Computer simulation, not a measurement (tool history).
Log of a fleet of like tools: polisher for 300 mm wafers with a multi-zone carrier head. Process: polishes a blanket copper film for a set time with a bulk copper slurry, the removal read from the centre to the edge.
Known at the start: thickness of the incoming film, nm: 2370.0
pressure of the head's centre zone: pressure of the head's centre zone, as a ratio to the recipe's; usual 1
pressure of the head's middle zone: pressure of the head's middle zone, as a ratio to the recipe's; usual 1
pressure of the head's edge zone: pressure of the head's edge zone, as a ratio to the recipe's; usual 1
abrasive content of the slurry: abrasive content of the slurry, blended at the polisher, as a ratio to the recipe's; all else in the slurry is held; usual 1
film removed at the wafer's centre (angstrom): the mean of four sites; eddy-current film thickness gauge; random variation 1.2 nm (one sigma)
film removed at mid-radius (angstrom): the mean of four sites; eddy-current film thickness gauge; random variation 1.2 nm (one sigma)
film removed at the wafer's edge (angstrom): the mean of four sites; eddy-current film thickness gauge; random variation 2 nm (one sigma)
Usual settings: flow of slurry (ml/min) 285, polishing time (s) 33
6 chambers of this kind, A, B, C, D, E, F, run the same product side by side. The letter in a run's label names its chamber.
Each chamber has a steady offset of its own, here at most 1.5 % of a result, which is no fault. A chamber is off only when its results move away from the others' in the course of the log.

run	day	flow of slurry (ml/min)	pressure of the head's centre zone	pressure of the head's middle zone	pressure of the head's edge zone	abrasive content of the slurry	polishing time (s)	film removed at the wafer's centre (angstrom)	film removed at mid-radius (angstrom)	film removed at the wafer's edge (angstrom)
1D	0.488	285	1	1	1	1	33	1567.7	1540.1	1575.1
2C	0.825	285	1	1	1	1	33	1558.6	1523.5	1586.7
# day 0.908: chamber F: centre zone pressure recalibrated
3E	1.233	285	1	1	1	1	33	1537.4	1536.4	1524.3
# day 1.525: chamber E: worn pad replaced by a new one
4F	1.638	285	1	1	1	1	33	1535.6	1551.6	1529.4
# day 1.65: chamber F: worn pad replaced by a new one
# day 1.775: chamber C: worn pad replaced by a new one
5B	2.129	285	1	1	1	1	33	1530.5	1552.4	1563.7
6A	2.533	285	1	1	1	1	33	1525.1	1539.5	1549.7
# day 2.804: chamber B: edge zone pressure recalibrated
7D	2.842	285	1	1	1	1	33	1551.8	1532.3	1554.3
# day 3.217: chamber A: worn pad replaced by a new one
8C	3.296	285	0.95	1	1	1	40	1775.6	1845.6	1921
# day 3.438: chamber D: centre zone pressure recalibrated
9A	3.75	285	0.95	1	1	1	40	1748.8	1862.7	1819.5
# day 3.95: chamber B: worn pad replaced by a new one
10E	4.1	285	0.95	1	1	1	40	1735.3	1878	1825.3
# day 4.267: chamber E: worn pad replaced by a new one
11B	4.396	285	0.95	1	1	1	40	1760.7	1860.6	1888.1
# day 4.55: chamber C: worn pad replaced by a new one
# day 4.646: chamber E: slurry nozzle cleaned
12F	4.658	285	0.95	1	1	1	40	1755.4	1881.5	1856.9
13A	5.012	285	0.95	1	1	1	40	1759.7	1896.3	1820.5
14D	5.275	285	1	1	0.94	0.7	33	1445.4	1413.1	1374.2
# day 5.35: chamber F: worn pad replaced by a new one
15E	5.708	285	1	1	0.94	0.7	33	1444.1	1427.1	1381.1
# day 5.875: chamber C: centre zone pressure recalibrated
16B	6.175	285	1	1	0.94	0.7	33	1447.9	1447	1386
# day 6.225: chamber A: edge zone pressure recalibrated
17C	6.546	285	1	1	0.94	0.7	33	1441.7	1419.1	1380.4
# day 6.621: chamber D: edge zone pressure recalibrated
# day 6.654: chamber B: slurry nozzle cleaned
# day 6.758: chamber E: worn pad replaced by a new one
# day 6.783: chamber B: centre zone pressure recalibrated
18F	7.05	285	1	1	0.94	0.7	33	1431	1428.1	1340.4
# day 7.188: chamber A: worn pad replaced by a new one
# day 7.367: chamber C: worn pad replaced by a new one
19A	7.542	285	1	1	0.94	0.7	33	1406.1	1411.7	1380.5
20E	7.85	285	1	1	1	1	33	1552.1	1538.7	1520.5
# day 7.875: chamber B: worn pad replaced by a new one
21F	8.238	285	1	1	1	1	33	1541.4	1560.6	1528.4
22D	8.483	285	1	1	1	1	33	1499.2	1490.2	1512.9
23C	8.775	285	1	1	1	1	33	1562.6	1527.4	1534
# day 9.079: chamber A: slurry nozzle cleaned
24B	9.217	285	1	1	1	1	33	1549	1548.6	1598.8
# day 9.575: chamber F: worn pad replaced by a new one
25D	9.617	285	1	1	1	1	33	1492.7	1461.1	1491.8
# day 9.817: chamber E: worn pad replaced by a new one
# day 9.867: chamber C: worn pad replaced by a new one
26C	10.108	285	1	1	1	1	33	1541.9	1520.6	1527
27E	10.421	285	1	1	1	1	33	1540	1533.7	1520.8
# day 10.6: chamber A: worn pad replaced by a new one
28B	10.675	285	1	0.96	1	1	21	971.65	954.78	998.32
29F	11.017	285	1	0.96	1	1	21	983.01	945.54	986.04
# day 11.329: chamber E: centre zone pressure recalibrated
30A	11.479	285	1	0.96	1	1	21	976.14	960.28	977.18
# day 11.654: chamber B: worn pad replaced by a new one
31A	11.712	285	1	0.96	1	1	21	956.97	950.62	966.76
32D	11.962	285	1	0.96	1	1	21	912.41	868.53	931.72
# day 12.254: chamber E: worn pad replaced by a new one
33F	12.262	285	1	0.96	1	1	21	966.07	951.63	989.59
# day 12.358: chamber C: worn pad replaced by a new one
34E	12.604	285	1	1	1	1	33	1558	1557.1	1509.8
35B	13.033	285	1	1	1	1	33	1533.2	1573.1	1561.5
36C	13.442	285	1	1	1	1	33	1557.9	1521.9	1528.7

Is one chamber off against the others, does the gauge drift, or is nothing wrong? If a chamber is off, say which, and what the likeliest cause is.

Chamber D drifts away from the others.
Cause: removal rate lost through wear of the pad, % = 7.58.
The log may not tell that from: slurry flow missing at the pad, %.

Here are 4 candidates for chamber D's next run, each the usual settings with a change, their results left as question marks. Which one brings its results back in line with what the others give on the usual settings?
In line means no further than this from the other chambers' mean on the usual settings: film removed at the wafer's centre (angstrom) 41; film removed at mid-radius (angstrom) 40; film removed at the wafer's edge (angstrom) 71
37D-1	13.804	280	1	0.99	1.01	1	31	?	?	?
37D-2	13.804	290	1	1.02	0.99	1	35	?	?	?
37D-3	13.804	280	1	0.98	1.01	1	29	?	?	?
37D-4	13.804	290	1	1.03	0.99	1	37	?	?	?

The other chambers' mean on the usual settings: film removed at the wafer's centre (angstrom) 1538.7; film removed at mid-radius (angstrom) 1540.4; film removed at the wafer's edge (angstrom) 1540.3
run	film removed at the wafer's centre (angstrom)	film removed at mid-radius (angstrom)	film removed at the wafer's edge (angstrom)
37D-1	1346.7	1316.9	1361.8
37D-2	1527	1533.1	1525.3
37D-3	1259.7	1220.7	1274.2
37D-4	1614.4	1635.1	1612.2
37D-2 brings the chamber back in line.
